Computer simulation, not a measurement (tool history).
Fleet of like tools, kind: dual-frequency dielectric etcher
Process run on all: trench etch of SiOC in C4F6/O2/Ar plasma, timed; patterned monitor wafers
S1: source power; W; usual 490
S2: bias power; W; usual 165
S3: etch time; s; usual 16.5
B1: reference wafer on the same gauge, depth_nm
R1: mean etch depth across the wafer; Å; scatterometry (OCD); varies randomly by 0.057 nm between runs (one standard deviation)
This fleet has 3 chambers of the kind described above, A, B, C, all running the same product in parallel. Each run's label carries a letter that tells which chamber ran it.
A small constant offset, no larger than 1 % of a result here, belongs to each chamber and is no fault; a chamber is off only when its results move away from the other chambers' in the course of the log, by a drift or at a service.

run  hour   S1   S2    S3      B1      R1
 1C   5.1  490  165  16.5  29.795  364.15
 2B  10.6  490  165  16.5  29.785  361.99
 3A  16.6  490  165  16.5  29.767  363.42
 4A  22.2  490  165  16.5  29.764  362.75
 5B  27.6  490  165  16.5  29.739  361.04
 6C  33.1  490  165  16.5  29.729  362.90
 7B  35.8  490  165  16.5  29.735  360.89
 8C  41.3  490  165  19.5  29.698  427.49
 9A  44.3  490  165  19.5  29.708  429.22
10B  48.2  490  165  19.5  29.700  425.82
11C  51.8  490  165  16.5  29.703  361.54
12A  57.9  490  165  16.5  29.684  362.59
13B  60.9  490  165  16.5  29.679  360.19
14C  64.0  580  184  16.5  29.668  399.10
15A  68.5  580  184  16.5  29.656  400.18
16B  72.1  580  184  16.5  29.645  398.11
17A  76.5  490  165  16.5  29.636  362.05
18C  81.1  490  165  16.5  29.640  361.08
     82.1  -- chamber A: source power generator calibrated
19C  85.0  490  165  16.5  29.627  360.91
20A  90.9  490  165  16.5  29.596  362.75

Next, every chamber runs the same settings. What will each give?
21A  95.4  490  165  16.5       ?
21B  95.4  490  165  16.5       ?
21C  95.4  490  165  16.5       ?

run      R1
21A  361.19
21B  358.45
21C  360.42

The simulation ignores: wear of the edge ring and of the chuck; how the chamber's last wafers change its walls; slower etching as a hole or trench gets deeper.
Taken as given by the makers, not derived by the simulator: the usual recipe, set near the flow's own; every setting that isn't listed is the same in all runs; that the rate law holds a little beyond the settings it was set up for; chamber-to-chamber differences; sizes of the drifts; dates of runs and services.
